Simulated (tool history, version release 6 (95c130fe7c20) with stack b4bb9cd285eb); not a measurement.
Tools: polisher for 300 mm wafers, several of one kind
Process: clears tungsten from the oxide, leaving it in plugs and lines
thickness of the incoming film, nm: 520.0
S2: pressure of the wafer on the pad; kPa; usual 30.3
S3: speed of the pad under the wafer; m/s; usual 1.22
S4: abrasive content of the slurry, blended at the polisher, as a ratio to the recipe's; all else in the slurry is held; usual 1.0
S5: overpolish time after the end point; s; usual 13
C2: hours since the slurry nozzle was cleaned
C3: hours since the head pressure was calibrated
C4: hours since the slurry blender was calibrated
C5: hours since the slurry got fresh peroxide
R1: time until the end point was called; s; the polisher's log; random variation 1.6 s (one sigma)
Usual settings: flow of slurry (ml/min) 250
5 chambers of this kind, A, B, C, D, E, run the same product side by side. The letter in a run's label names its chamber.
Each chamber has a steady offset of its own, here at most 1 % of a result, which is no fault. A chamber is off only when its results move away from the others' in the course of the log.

Run 1D, hour 6.4: usual settings; wafers polished on this pad 691; C2 114.3; C3 357.9; C4 145.0; C5 47.5. Result: R1 82.105 s.
At hour 7.6: chamber E: slurry nozzle cleaned.
At hour 10.5: chamber C: worn pad replaced by a new one.
Run 2B, hour 12.3: usual settings; wafers polished on this pad 307; C2 646.7; C3 1064.0; C4 69.8; C5 87.3. Result: R1 84.368 s.
Run 3E, hour 20.3: usual settings; wafers polished on this pad 490; C2 12.7; C3 761.2; C4 108.1; C5 69.8. Result: R1 79.755 s.
Run 4A, hour 27.1: usual settings; wafers polished on this pad 915; C2 600.1; C3 789.1; C4 47.9; C5 68.1. Result: R1 82.833 s.
Run 5C, hour 31.3: usual settings; wafers polished on this pad 247; C2 232.9; C3 286.7; C4 251.7; C5 76.1. Result: R1 82.591 s.
At hour 32.5: chamber C: slurry tank refilled with fresh slurry and peroxide.
At hour 37.2: chamber A: worn pad replaced by a new one.
Run 6D, hour 39.1: usual settings; wafers polished on this pad 1080; C2 147.0; C3 390.6; C4 177.7; C5 80.2. Result: R1 82.868 s.
At hour 39.4: chamber B: worn pad replaced by a new one.
Run 7E, hour 46.7: usual settings; wafers polished on this pad 804; C2 39.1; C3 787.6; C4 134.5; C5 96.2. Result: R1 82.977 s.
At hour 50.2: chamber D: slurry tank refilled with fresh slurry and peroxide.
At hour 52.8: chamber A: head pressure recalibrated.
Run 8C, hour 54.3: usual settings; wafers polished on this pad 520; C2 255.9; C3 309.7; C4 274.7; C5 21.9. Result: R1 84.841 s.
Run 9A, hour 58.5: usual settings; wafers polished on this pad 254; C2 631.5; C3 5.7; C4 79.3; C5 99.5. Result: R1 82.288 s.
At hour 58.6: chamber D: worn pad replaced by a new one.
Run 10B, hour 62.0: usual settings; wafers polished on this pad 269; C2 696.4; C3 1113.7; C4 119.5; C5 137.0. Result: R1 84.192 s.
Run 11B, hour 68.8: usual settings; wafers polished on this pad 350; C2 703.2; C3 1120.5; C4 126.3; C5 143.8. Result: R1 83.857 s.
At hour 72.2: chamber A: slurry tank refilled with fresh slurry and peroxide.
Run 12D, hour 72.3: usual settings; wafers polished on this pad 163; C2 180.2; C3 423.8; C4 210.9; C5 22.1. Result: R1 82.521 s.
Run 13C, hour 75.8: usual settings; wafers polished on this pad 776; C2 277.4; C3 331.2; C4 296.2; C5 43.4. Result: R1 83.939 s.
Run 14A, hour 81.9: usual settings; wafers polished on this pad 532; C2 654.9; C3 29.1; C4 102.7; C5 9.8. Result: R1 83.199 s.
Run 15E, hour 88.5: usual settings but S5 6 s; wafers polished on this pad 1300; C2 80.9; C3 829.4; C4 176.3; C5 138.0. Result: R1 84.870 s.
At hour 91.0: chamber B: slurry tank refilled with fresh slurry and peroxide.
Run 16A, hour 93.3: usual settings but S5 6 s; wafers polished on this pad 667; C2 666.3; C3 40.5; C4 114.1; C5 21.2. Result: R1 82.321 s.
Run 17B, hour 97.0: usual settings but S5 6 s; wafers polished on this pad 685; C2 731.4; C3 1148.7; C4 154.5; C5 6.0. Result: R1 81.360 s.
At hour 97.2: chamber B: worn pad replaced by a new one.
At hour 99.5: chamber E: worn pad replaced by a new one.
At hour 100.9: chamber C: slurry tank refilled with fresh slurry and peroxide.
Run 18C, hour 102.1: usual settings but S5 6 s; wafers polished on this pad 1089; C2 303.7; C3 357.5; C4 322.5; C5 1.3. Result: R1 82.936 s.
At hour 104.2: chamber D: slurry blender recalibrated.
Run 19E, hour 109.5: usual settings but S5 6 s; wafers polished on this pad 119; C2 101.9; C3 850.4; C4 197.3; C5 159.0. Result: R1 82.746 s.
Run 20D, hour 114.5: usual settings; wafers polished on this pad 665; C2 222.4; C3 466.0; C4 10.3; C5 64.3. Result: R1 82.468 s.
At hour 119.2: chamber A: worn pad replaced by a new one.
At hour 120.8: chamber C: worn pad replaced by a new one.
Run 21A, hour 121.6: usual settings; wafers polished on this pad 28; C2 694.6; C3 68.8; C4 142.4; C5 49.5. Result: R1 80.904 s.
At hour 124.3: chamber D: slurry tank refilled with fresh slurry and peroxide.
Run 22B, hour 127.6: usual settings but S2 35.9 kPa; wafers polished on this pad 361; C2 762.0; C3 1179.3; C4 185.1; C5 36.6. Result: R1 67.694 s.
Run 23E, hour 133.3: usual settings but S2 35.9 kPa; wafers polished on this pad 402; C2 125.7; C3 874.2; C4 221.1; C5 182.8. Result: R1 69.928 s.
At hour 135.4: chamber E: slurry blender recalibrated.
Run 24C, hour 139.2: usual settings but S2 35.9 kPa; wafers polished on this pad 219; C2 340.8; C3 394.6; C4 359.6; C5 38.4. Result: R1 68.713 s.
At hour 139.7: chamber E: slurry tank refilled with fresh slurry and peroxide.
At hour 144.7: chamber B: worn pad replaced by a new one.
Run 25D, hour 146.0: usual settings but S2 35.9 kPa; wafers polished on this pad 1039; C2 253.9; C3 497.5; C4 41.8; C5 21.7. Result: R1 70.170 s.
Run 26D, hour 151.0: usual settings but S2 35.9 kPa; wafers polished on this pad 1098; C2 258.9; C3 502.5; C4 46.8; C5 26.7. Result: R1 70.118 s.
Run 27B, hour 155.1: usual settings; wafers polished on this pad 123; C2 789.5; C3 1206.8; C4 212.6; C5 64.1. Result: R1 84.698 s.
Run 28A, hour 158.6: usual settings; wafers polished on this pad 468; C2 731.6; C3 105.8; C4 179.4; C5 86.5. Result: R1 82.927 s.
Run 29C, hour 166.3: usual settings; wafers polished on this pad 541; C2 367.9; C3 421.7; C4 386.7; C5 65.5. Result: R1 84.852 s.
At hour 169.1: chamber B: slurry nozzle cleaned.
Run 30E, hour 173.3: usual settings; wafers polished on this pad 877; C2 165.7; C3 914.2; C4 38.0; C5 33.7. Result: R1 83.478 s.
At hour 174.9: chamber D: worn pad replaced by a new one.
Run 31B, hour 179.7: usual settings; wafers polished on this pad 416; C2 10.6; C3 1231.4; C4 237.2; C5 88.7. Result: R1 82.365 s.
At hour 181.3: chamber C: slurry tank refilled with fresh slurry and peroxide.
Run 32C, hour 183.2: usual settings but S4 0.8; wafers polished on this pad 742; C2 384.8; C3 438.6; C4 403.6; C5 1.9. Result: R1 90.352 s.
At hour 183.9: chamber A: slurry tank refilled with fresh slurry and peroxide.
Run 33D, hour 188.4: usual settings but S4 0.8; wafers polished on this pad 161; C2 296.3; C3 539.9; C4 84.2; C5 64.1. Result: R1 89.025 s.
At hour 189.8: chamber C: slurry blender recalibrated.
At hour 194.9: chamber A: worn pad replaced by a new one.
At hour 195.7: chamber D: slurry tank refilled with fresh slurry and peroxide.
At hour 196.2: chamber B: worn pad replaced by a new one.
Run 34A, hour 196.3: usual settings but S4 0.8; wafers polished on this pad 17; C2 769.3; C3 143.5; C4 217.1; C5 12.4. Result: R1 86.999 s.
Run 35E, hour 202.4: usual settings but S4 0.8; wafers polished on this pad 1223; C2 194.8; C3 943.3; C4 67.1; C5 62.8. Result: R1 86.337 s.
At hour 203.1: chamber B: head pressure recalibrated.
Run 36C, hour 206.3: usual settings but S4 0.8; wafers polished on this pad 1016; C2 407.9; C3 461.7; C4 16.5; C5 25.0. Result: R1 90.097 s.
Run 37B, hour 212.0: usual settings; wafers polished on this pad 188; C2 42.9; C3 8.9; C4 269.5; C5 121.0. Result: R1 80.384 s.
At hour 214.3: chamber E: worn pad replaced by a new one.
Run 38A, hour 216.9: usual settings; wafers polished on this pad 261; C2 789.9; C3 164.1; C4 237.7; C5 33.0. Result: R1 81.437 s.
At hour 219.3: chamber B: slurry tank refilled with fresh slurry and peroxide.
At hour 220.5: chamber B: slurry blender recalibrated.
Run 39D, hour 222.7: usual settings; wafers polished on this pad 568; C2 330.6; C3 574.2; C4 118.5; C5 27.0. Result: R1 83.745 s.
Run 40E, hour 228.4: usual settings; wafers polished on this pad 167; C2 220.8; C3 969.3; C4 93.1; C5 88.8. Result: R1 83.925 s.
Run 41B, hour 236.1: usual settings; wafers polished on this pad 474; C2 67.0; C3 33.0; C4 15.6; C5 16.9. Result: R1 83.024 s.
At hour 237.0: chamber C: worn pad replaced by a new one.
Run 42E, hour 243.0: usual settings but S5 5 s; wafers polished on this pad 341; C2 235.4; C3 983.9; C4 107.7; C5 103.4. Result: R1 81.260 s.
Run 43C, hour 247.4: usual settings but S5 5 s; wafers polished on this pad 124; C2 449.0; C3 502.8; C4 57.6; C5 66.1. Result: R1 82.625 s.
Run 44D, hour 252.4: usual settings but S5 5 s; wafers polished on this pad 921; C2 360.3; C3 603.9; C4 148.2; C5 56.7. Result: R1 82.060 s.

What goes on in this fleet: one chamber off, a drifting gauge, or nothing beyond the chambers' own small offsets? Name the chamber and the cause, if any.

No chamber stands off beyond its own small offset, and the gauge holds steady.

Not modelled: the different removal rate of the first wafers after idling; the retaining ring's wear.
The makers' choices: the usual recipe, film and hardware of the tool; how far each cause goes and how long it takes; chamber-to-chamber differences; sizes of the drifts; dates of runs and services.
